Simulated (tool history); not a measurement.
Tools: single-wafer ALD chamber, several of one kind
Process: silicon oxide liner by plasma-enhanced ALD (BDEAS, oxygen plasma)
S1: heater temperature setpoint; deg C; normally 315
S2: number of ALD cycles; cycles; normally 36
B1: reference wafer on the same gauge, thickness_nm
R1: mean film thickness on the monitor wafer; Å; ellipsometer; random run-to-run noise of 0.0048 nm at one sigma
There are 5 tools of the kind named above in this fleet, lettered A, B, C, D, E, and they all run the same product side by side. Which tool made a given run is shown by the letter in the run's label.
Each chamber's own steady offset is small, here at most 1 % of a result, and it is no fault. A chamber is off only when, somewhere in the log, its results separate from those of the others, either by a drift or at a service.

Run 1B, hour 10.4: usual settings; B1 3.0594. Result: R1 32.567 Å.
Run 2A, hour 20.1: usual settings; B1 3.0594. Result: R1 32.848 Å.
Run 3C, hour 28.7: usual settings; B1 3.0584. Result: R1 32.811 Å.
Run 4E, hour 40.4: usual settings; B1 3.0581. Result: R1 32.699 Å.
Run 5D, hour 51.8: usual settings; B1 3.058. Result: R1 32.776 Å.
Run 6D, hour 57.7: usual settings; B1 3.0556. Result: R1 32.779 Å.
Run 7C, hour 63.2: usual settings; B1 3.0561. Result: R1 32.745 Å.
Run 8E, hour 70.7: usual settings; B1 3.057. Result: R1 32.722 Å.
Run 9B, hour 82.4: usual settings; B1 3.0567. Result: R1 32.504 Å.
Run 10A, hour 93.5: usual settings; B1 3.0542. Result: R1 32.804 Å.
Run 11E, hour 102.7: usual settings; B1 3.0541. Result: R1 32.634 Å.
Run 12B, hour 110.7: usual settings; B1 3.0529. Result: R1 32.473 Å.
Run 13C, hour 118.6: usual settings but S1 324 deg C, S2 42 cycles; B1 3.054. Result: R1 37.804 Å.
Run 14A, hour 130.7: usual settings but S1 324 deg C, S2 42 cycles; B1 3.0536. Result: R1 37.771 Å.
Run 15D, hour 139.9: usual settings but S1 324 deg C, S2 42 cycles; B1 3.0526. Result: R1 37.753 Å.
Run 16D, hour 148.7: usual settings but S1 324 deg C, S2 42 cycles; B1 3.0514. Result: R1 37.706 Å.
Run 17C, hour 157.3: usual settings but S1 324 deg C, S2 42 cycles; B1 3.0506. Result: R1 37.707 Å.
Run 18A, hour 163.6: usual settings; B1 3.0514. Result: R1 32.771 Å.
Run 19B, hour 171.7: usual settings; B1 3.0509. Result: R1 32.473 Å.
Run 20E, hour 179.4: usual settings; B1 3.0505. Result: R1 32.645 Å.
Run 21A, hour 186.1: usual settings; B1 3.0491. Result: R1 32.779 Å.
At hour 189.2: chamber E: thermocouple changed; heater temperature recalibrated.
Run 22C, hour 191.8: usual settings; B1 3.0497. Result: R1 32.694 Å.
Run 23D, hour 201.2: usual settings but S1 327 deg C, S2 32 cycles; B1 3.0494. Result: R1 28.6 Å.
Run 24E, hour 208.3: usual settings but S1 327 deg C, S2 32 cycles; B1 3.0482. Result: R1 28.495 Å.
Run 25B, hour 215.1: usual settings but S1 327 deg C, S2 32 cycles; B1 3.0484. Result: R1 28.392 Å.
Run 26D, hour 221.9: usual settings but S1 327 deg C, S2 32 cycles; B1 3.0487. Result: R1 28.592 Å.
Run 27A, hour 229.1: usual settings but S1 327 deg C, S2 32 cycles; B1 3.047. Result: R1 28.597 Å.
Run 28E, hour 234.4: usual settings; B1 3.047. Result: R1 32.629 Å.
At hour 245.3: chamber C: thermocouple changed; heater temperature recalibrated.
Run 29B, hour 246.4: usual settings; B1 3.0459. Result: R1 32.365 Å.
At hour 250.7: chamber A: thermocouple changed; heater temperature recalibrated.
Run 30C, hour 251.8: usual settings but S2 33 cycles; B1 3.0469. Result: R1 29.934 Å.
Run 31C, hour 261.7: usual settings but S2 33 cycles; B1 3.0453. Result: R1 29.892 Å.
Run 32D, hour 268.1: usual settings but S2 33 cycles; B1 3.0455. Result: R1 29.949 Å.
Run 33A, hour 273.6: usual settings but S2 33 cycles; B1 3.0448. Result: R1 29.863 Å.
Run 34B, hour 285.8: usual settings but S2 33 cycles; B1 3.0435. Result: R1 29.798 Å.
Run 35E, hour 294.3: usual settings; B1 3.0434. Result: R1 32.675 Å.
Run 36C, hour 300.3: usual settings but S1 303 deg C, S2 41 cycles; B1 3.0445. Result: R1 37.863 Å.
Run 37A, hour 310.2: usual settings but S1 303 deg C, S2 41 cycles; B1 3.0439. Result: R1 37.748 Å.
Run 38B, hour 321.7: usual settings but S1 303 deg C, S2 41 cycles; B1 3.0425. Result: R1 37.617 Å.
Run 39D, hour 331.7: usual settings but S1 303 deg C, S2 41 cycles; B1 3.0408. Result: R1 37.864 Å.

Has any chamber moved away from the others, gradually or after a service, or does the common gauge drift, or do the chambers differ only by their own small steady offsets? State the chamber and the most likely cause if one applies.

Every chamber seems to shift together because the gauge that measures them all drifts; the chambers themselves are fine.
What lies behind it: gauge reads low (%) = 0.607.
